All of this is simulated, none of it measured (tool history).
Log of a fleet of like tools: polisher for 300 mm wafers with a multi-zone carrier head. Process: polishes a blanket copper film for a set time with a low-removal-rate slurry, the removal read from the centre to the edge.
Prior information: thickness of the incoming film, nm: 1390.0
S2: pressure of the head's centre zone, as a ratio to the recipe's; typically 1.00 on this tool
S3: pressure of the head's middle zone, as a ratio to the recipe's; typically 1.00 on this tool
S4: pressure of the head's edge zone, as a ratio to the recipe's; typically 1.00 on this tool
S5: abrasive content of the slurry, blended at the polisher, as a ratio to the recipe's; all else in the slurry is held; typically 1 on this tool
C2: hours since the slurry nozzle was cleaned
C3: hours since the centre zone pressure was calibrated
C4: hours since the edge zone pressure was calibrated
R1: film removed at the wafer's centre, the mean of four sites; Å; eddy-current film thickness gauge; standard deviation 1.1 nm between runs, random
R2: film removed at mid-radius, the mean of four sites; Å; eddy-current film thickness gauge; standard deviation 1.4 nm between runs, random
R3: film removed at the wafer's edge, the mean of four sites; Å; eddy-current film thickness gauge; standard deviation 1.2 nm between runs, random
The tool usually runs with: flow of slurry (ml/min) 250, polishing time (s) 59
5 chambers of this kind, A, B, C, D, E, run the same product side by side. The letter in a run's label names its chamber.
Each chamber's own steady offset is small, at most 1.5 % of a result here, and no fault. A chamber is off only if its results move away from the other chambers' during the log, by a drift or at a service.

-- hour=1.9 chamber B: worn pad replaced by a new one
-- hour=8.9 chamber D: worn pad replaced by a new one
-- hour=14.6 chamber E: worn pad replaced by a new one
run 1B hour=14.9 | flow_of_slurry_(ml/min)=250 S2=1.00 S3=1.00 S4=1.00 S5=1 polishing_time_(s)=59 | wafers_polished_on_this_pad=202 C2=327.5 C3=190.9 C4=714.1 | R1=1131.7 R2=1134.2 R3=1108.6
run 2E hour=30.5 | flow_of_slurry_(ml/min)=250 S2=1.00 S3=1.00 S4=1.00 S5=1 polishing_time_(s)=59 | wafers_polished_on_this_pad=247 C2=866.3 C3=562.5 C4=356.7 | R1=1127.6 R2=1102.3 R3=1098.2
run 3C hour=46.4 | flow_of_slurry_(ml/min)=250 S2=1.00 S3=1.00 S4=1.00 S5=1 polishing_time_(s)=59 | wafers_polished_on_this_pad=1400 C2=471.0 C3=173.1 C4=364.3 | R1=1139.1 R2=1145.7 R3=1108.1
-- hour=60.4 chamber E: centre zone pressure recalibrated
run 4A hour=61.8 | flow_of_slurry_(ml/min)=250 S2=1.00 S3=1.00 S4=1.00 S5=1 polishing_time_(s)=59 | wafers_polished_on_this_pad=1245 C2=140.8 C3=720.9 C4=633.6 | R1=1091.8 R2=1097.8 R3=1107.6
-- hour=67.2 chamber C: worn pad replaced by a new one
run 5D hour=70.1 | flow_of_slurry_(ml/min)=250 S2=1.00 S3=1.00 S4=1.00 S5=1 polishing_time_(s)=59 | wafers_polished_on_this_pad=951 C2=230.9 C3=336.8 C4=141.3 | R1=1106.7 R2=1114.2 R3=1105.6
run 6E hour=78.3 | flow_of_slurry_(ml/min)=250 S2=1.00 S3=1.00 S4=1.00 S5=1 polishing_time_(s)=59 | wafers_polished_on_this_pad=990 C2=914.1 C3=18.0 C4=404.5 | R1=1131.2 R2=1130.9 R3=1088.8
-- hour=86.2 chamber A: worn pad replaced by a new one
run 7D hour=89.8 | flow_of_slurry_(ml/min)=250 S2=1.00 S3=1.00 S4=1.00 S5=1 polishing_time_(s)=59 | wafers_polished_on_this_pad=1257 C2=250.6 C3=356.5 C4=161.0 | R1=1133.6 R2=1162.7 R3=1131.5
-- hour=92.0 chamber B: worn pad replaced by a new one
run 8A hour=104.1 | flow_of_slurry_(ml/min)=250 S2=1.00 S3=1.00 S4=1.00 S5=1 polishing_time_(s)=59 | wafers_polished_on_this_pad=278 C2=183.1 C3=763.2 C4=675.9 | R1=1122.2 R2=1113.6 R3=1100.5
-- hour=104.3 chamber D: worn pad replaced by a new one
-- hour=106.3 chamber B: edge zone pressure recalibrated
-- hour=115.1 chamber E: worn pad replaced by a new one
run 9C hour=119.0 | flow_of_slurry_(ml/min)=250 S2=1.00 S3=1.00 S4=1.00 S5=1 polishing_time_(s)=59 | wafers_polished_on_this_pad=805 C2=543.6 C3=245.7 C4=436.9 | R1=1134.4 R2=1116.0 R3=1135.7
run 10B hour=132.6 | flow_of_slurry_(ml/min)=250 S2=1.00 S3=1.00 S4=1.00 S5=1 polishing_time_(s)=59 | wafers_polished_on_this_pad=632 C2=445.2 C3=308.6 C4=26.3 | R1=1125.0 R2=1139.3 R3=1115.4
-- hour=135.3 chamber E: slurry nozzle cleaned
run 11B hour=144.5 | flow_of_slurry_(ml/min)=250 S2=1.00 S3=1.00 S4=1.00 S5=1 polishing_time_(s)=59 | wafers_polished_on_this_pad=817 C2=457.1 C3=320.5 C4=38.2 | R1=1130.8 R2=1151.7 R3=1122.4
run 12E hour=156.0 | flow_of_slurry_(ml/min)=250 S2=1.00 S3=1.00 S4=1.00 S5=1 polishing_time_(s)=59 | wafers_polished_on_this_pad=635 C2=20.8 C3=95.7 C4=482.2 | R1=1131.0 R2=1126.5 R3=1093.7
-- hour=159.7 chamber D: slurry nozzle cleaned
run 13C hour=165.9 | flow_of_slurry_(ml/min)=250 S2=1.00 S3=1.00 S4=1.00 S5=1 polishing_time_(s)=59 | wafers_polished_on_this_pad=1534 C2=590.5 C3=292.6 C4=483.8 | R1=1131.3 R2=1110.8 R3=1115.9
run 14A hour=174.1 | flow_of_slurry_(ml/min)=250 S2=1.00 S3=1.00 S4=1.00 S5=1 polishing_time_(s)=59 | wafers_polished_on_this_pad=1366 C2=253.1 C3=833.2 C4=745.9 | R1=1102.7 R2=1102.9 R3=1119.9
-- hour=181.6 chamber C: worn pad replaced by a new one
-- hour=183.2 chamber B: worn pad replaced by a new one
-- hour=185.4 chamber A: worn pad replaced by a new one
run 15D hour=188.9 | flow_of_slurry_(ml/min)=250 S2=1.00 S3=1.00 S4=1.00 S5=1 polishing_time_(s)=59 | wafers_polished_on_this_pad=1315 C2=29.2 C3=455.6 C4=260.1 | R1=1102.7 R2=1121.6 R3=1137.7
run 16B hour=198.2 | flow_of_slurry_(ml/min)=250 S2=1.00 S3=1.00 S4=1.00 S5=1 polishing_time_(s)=59 | wafers_polished_on_this_pad=233 C2=510.8 C3=374.2 C4=91.9 | R1=1151.7 R2=1142.8 R3=1113.2
-- hour=206.4 chamber D: worn pad replaced by a new one
run 17D hour=212.0 | flow_of_slurry_(ml/min)=250 S2=1.00 S3=1.00 S4=1.00 S5=1 polishing_time_(s)=59 | wafers_polished_on_this_pad=88 C2=52.3 C3=478.7 C4=283.2 | R1=1101.8 R2=1109.7 R3=1115.1
run 18C hour=220.0 | flow_of_slurry_(ml/min)=250 S2=1.00 S3=1.00 S4=1.00 S5=1 polishing_time_(s)=59 | wafers_polished_on_this_pad=597 C2=644.6 C3=346.7 C4=537.9 | R1=1125.0 R2=1139.6 R3=1116.6
-- hour=225.0 chamber E: worn pad replaced by a new one
run 19E hour=229.1 | flow_of_slurry_(ml/min)=250 S2=1.00 S3=1.00 S4=1.00 S5=1 polishing_time_(s)=59 | wafers_polished_on_this_pad=64 C2=93.9 C3=168.8 C4=555.3 | R1=1134.3 R2=1121.0 R3=1107.3
run 20A hour=244.0 | flow_of_slurry_(ml/min)=250 S2=1.00 S3=1.06 S4=1.07 S5=1 polishing_time_(s)=59 | wafers_polished_on_this_pad=911 C2=323.0 C3=903.1 C4=815.8 | R1=1106.6 R2=1188.7 R3=1162.0
run 21D hour=255.8 | flow_of_slurry_(ml/min)=250 S2=1.00 S3=1.06 S4=1.07 S5=1 polishing_time_(s)=59 | wafers_polished_on_this_pad=768 C2=96.1 C3=522.5 C4=327.0 | R1=1108.3 R2=1179.5 R3=1162.5
-- hour=261.7 chamber A: slurry nozzle cleaned
run 22A hour=265.9 | flow_of_slurry_(ml/min)=250 S2=1.00 S3=1.06 S4=1.07 S5=1 polishing_time_(s)=59 | wafers_polished_on_this_pad=1251 C2=4.3 C3=925.0 C4=837.7 | R1=1095.9 R2=1143.3 R3=1169.2
-- hour=268.8 chamber C: worn pad replaced by a new one
-- hour=271.2 chamber A: worn pad replaced by a new one
-- hour=272.1 chamber C: slurry nozzle cleaned
-- hour=277.3 chamber B: worn pad replaced by a new one
run 23C hour=280.8 | flow_of_slurry_(ml/min)=250 S2=1.00 S3=1.06 S4=1.07 S5=1 polishing_time_(s)=59 | wafers_polished_on_this_pad=187 C2=8.8 C3=407.5 C4=598.7 | R1=1135.0 R2=1194.8 R3=1170.3
-- hour=287.4 chamber A: edge zone pressure recalibrated
run 24E hour=288.9 | flow_of_slurry_(ml/min)=250 S2=1.00 S3=1.06 S4=1.07 S5=1 polishing_time_(s)=59 | wafers_polished_on_this_pad=993 C2=153.7 C3=228.6 C4=615.1 | R1=1144.2 R2=1191.0 R3=1166.5
-- hour=295.5 chamber D: worn pad replaced by a new one
run 25B hour=303.8 | flow_of_slurry_(ml/min)=250 S2=0.93 S3=1.00 S4=1.00 S5=1 polishing_time_(s)=59 | wafers_polished_on_this_pad=412 C2=616.4 C3=479.8 C4=197.5 | R1=1079.5 R2=1134.0 R3=1112.2
run 26E hour=314.3 | flow_of_slurry_(ml/min)=250 S2=0.93 S3=1.00 S4=1.00 S5=1 polishing_time_(s)=59 | wafers_polished_on_this_pad=1388 C2=179.1 C3=254.0 C4=640.5 | R1=1040.5 R2=1149.7 R3=1103.8
-- hour=321.2 chamber E: worn pad replaced by a new one
-- hour=323.2 chamber A: centre zone pressure recalibrated
run 27B hour=326.7 | flow_of_slurry_(ml/min)=250 S2=0.93 S3=1.00 S4=1.00 S5=1 polishing_time_(s)=59 | wafers_polished_on_this_pad=767 C2=639.3 C3=502.7 C4=220.4 | R1=1093.8 R2=1102.2 R3=1131.3
run 28D hour=338.1 | flow_of_slurry_(ml/min)=250 S2=0.93 S3=1.00 S4=1.00 S5=1 polishing_time_(s)=59 | wafers_polished_on_this_pad=662 C2=178.4 C3=604.8 C4=409.3 | R1=1041.6 R2=1090.6 R3=1114.5
run 29A hour=351.2 | flow_of_slurry_(ml/min)=250 S2=0.93 S3=1.00 S4=1.00 S5=1 polishing_time_(s)=59 | wafers_polished_on_this_pad=1244 C2=89.6 C3=28.0 C4=63.8 | R1=1026.2 R2=1105.9 R3=1094.2
-- hour=358.8 chamber C: worn pad replaced by a new one
run 30C hour=366.8 | flow_of_slurry_(ml/min)=250 S2=1.00 S3=1.00 S4=1.00 S5=1 polishing_time_(s)=59 | wafers_polished_on_this_pad=125 C2=94.8 C3=493.5 C4=684.7 | R1=1144.7 R2=1123.7 R3=1129.9
-- hour=369.1 chamber B: slurry nozzle cleaned
-- hour=377.1 chamber A: worn pad replaced by a new one
run 31B hour=378.8 | flow_of_slurry_(ml/min)=250 S2=1.00 S3=1.00 S4=1.00 S5=1 polishing_time_(s)=59 | wafers_polished_on_this_pad=1577 C2=9.8 C3=554.8 C4=272.5 | R1=1192.8 R2=1124.9 R3=1127.0
-- hour=380.0 chamber B: worn pad replaced by a new one
-- hour=386.7 chamber D: worn pad replaced by a new one
run 32C hour=394.8 | flow_of_slurry_(ml/min)=250 S2=1.00 S3=1.00 S4=1.00 S5=1 polishing_time_(s)=59 | wafers_polished_on_this_pad=560 C2=122.8 C3=521.5 C4=712.7 | R1=1151.0 R2=1136.9 R3=1147.0
run 33A hour=402.5 | flow_of_slurry_(ml/min)=250 S2=1.00 S3=1.10 S4=1.00 S5=1 polishing_time_(s)=59 | wafers_polished_on_this_pad=395 C2=140.9 C3=79.3 C4=115.1 | R1=1110.6 R2=1227.8 R3=1100.3
-- hour=411.9 chamber E: worn pad replaced by a new one
run 34E hour=417.4 | flow_of_slurry_(ml/min)=250 S2=1.00 S3=1.10 S4=1.00 S5=1 polishing_time_(s)=59 | wafers_polished_on_this_pad=85 C2=282.2 C3=357.1 C4=743.6 | R1=1132.9 R2=1235.6 R3=1120.1
-- hour=429.0 chamber D: slurry nozzle cleaned
run 35D hour=433.3 | flow_of_slurry_(ml/min)=250 S2=1.00 S3=1.10 S4=1.00 S5=1 polishing_time_(s)=59 | wafers_polished_on_this_pad=724 C2=4.4 C3=700.0 C4=504.5 | R1=1116.5 R2=1197.6 R3=1129.6
run 36A hour=445.4 | flow_of_slurry_(ml/min)=250 S2=1.00 S3=1.10 S4=1.00 S5=1 polishing_time_(s)=59 | wafers_polished_on_this_pad=1062 C2=183.8 C3=122.2 C4=158.0 | R1=1103.7 R2=1189.0 R3=1121.3
-- hour=451.5 chamber C: worn pad replaced by a new one
run 37D hour=460.2 | flow_of_slurry_(ml/min)=250 S2=1.00 S3=1.10 S4=1.00 S5=1 polishing_time_(s)=59 | wafers_polished_on_this_pad=1142 C2=31.3 C3=726.9 C4=531.4 | R1=1116.5 R2=1253.3 R3=1100.2
run 38B hour=473.3 | flow_of_slurry_(ml/min)=250 S2=1.00 S3=1.04 S4=1.00 S5=1 polishing_time_(s)=78 | wafers_polished_on_this_pad=1450 C2=104.3 C3=649.3 C4=367.0 | R1=1592.2 R2=1545.9 R3=1511.4
run 39C hour=489.4 | flow_of_slurry_(ml/min)=250 S2=1.00 S3=1.04 S4=1.00 S5=1 polishing_time_(s)=78 | wafers_polished_on_this_pad=589 C2=217.4 C3=616.1 C4=807.3 | R1=1513.1 R2=1559.0 R3=1489.4
run 40E hour=501.4 | flow_of_slurry_(ml/min)=250 S2=1.00 S3=1.04 S4=1.00 S5=1 polishing_time_(s)=78 | wafers_polished_on_this_pad=1390 C2=366.2 C3=441.1 C4=827.6 | R1=1485.8 R2=1553.9 R3=1453.4

Next, all 5 chambers run the settings below, one line each with question marks for the results. What does each chamber give?
run 41A hour=513.2 | flow_of_slurry_(ml/min)=250 S2=1.09 S3=1.00 S4=1.00 S5=1 polishing_time_(s)=59 | R1=? R2=? R3=?
run 41B hour=513.2 | flow_of_slurry_(ml/min)=250 S2=1.09 S3=1.00 S4=1.00 S5=1 polishing_time_(s)=59 | R1=? R2=? R3=?
run 41C hour=513.2 | flow_of_slurry_(ml/min)=250 S2=1.09 S3=1.00 S4=1.00 S5=1 polishing_time_(s)=59 | R1=? R2=? R3=?
run 41D hour=513.2 | flow_of_slurry_(ml/min)=250 S2=1.09 S3=1.00 S4=1.00 S5=1 polishing_time_(s)=59 | R1=? R2=? R3=?
run 41E hour=513.2 | flow_of_slurry_(ml/min)=250 S2=1.09 S3=1.00 S4=1.00 S5=1 polishing_time_(s)=59 | R1=? R2=? R3=?

run=41A R1=1194.6 R2=1112.5 R3=1111.1
run=41B R1=1342.6 R2=1085.9 R3=1119.6
run=41C R1=1237.5 R2=1125.4 R3=1126.1
run=41D R1=1233.9 R2=1119.4 R3=1121.4
run=41E R1=1226.8 R2=1119.8 R3=1114.1
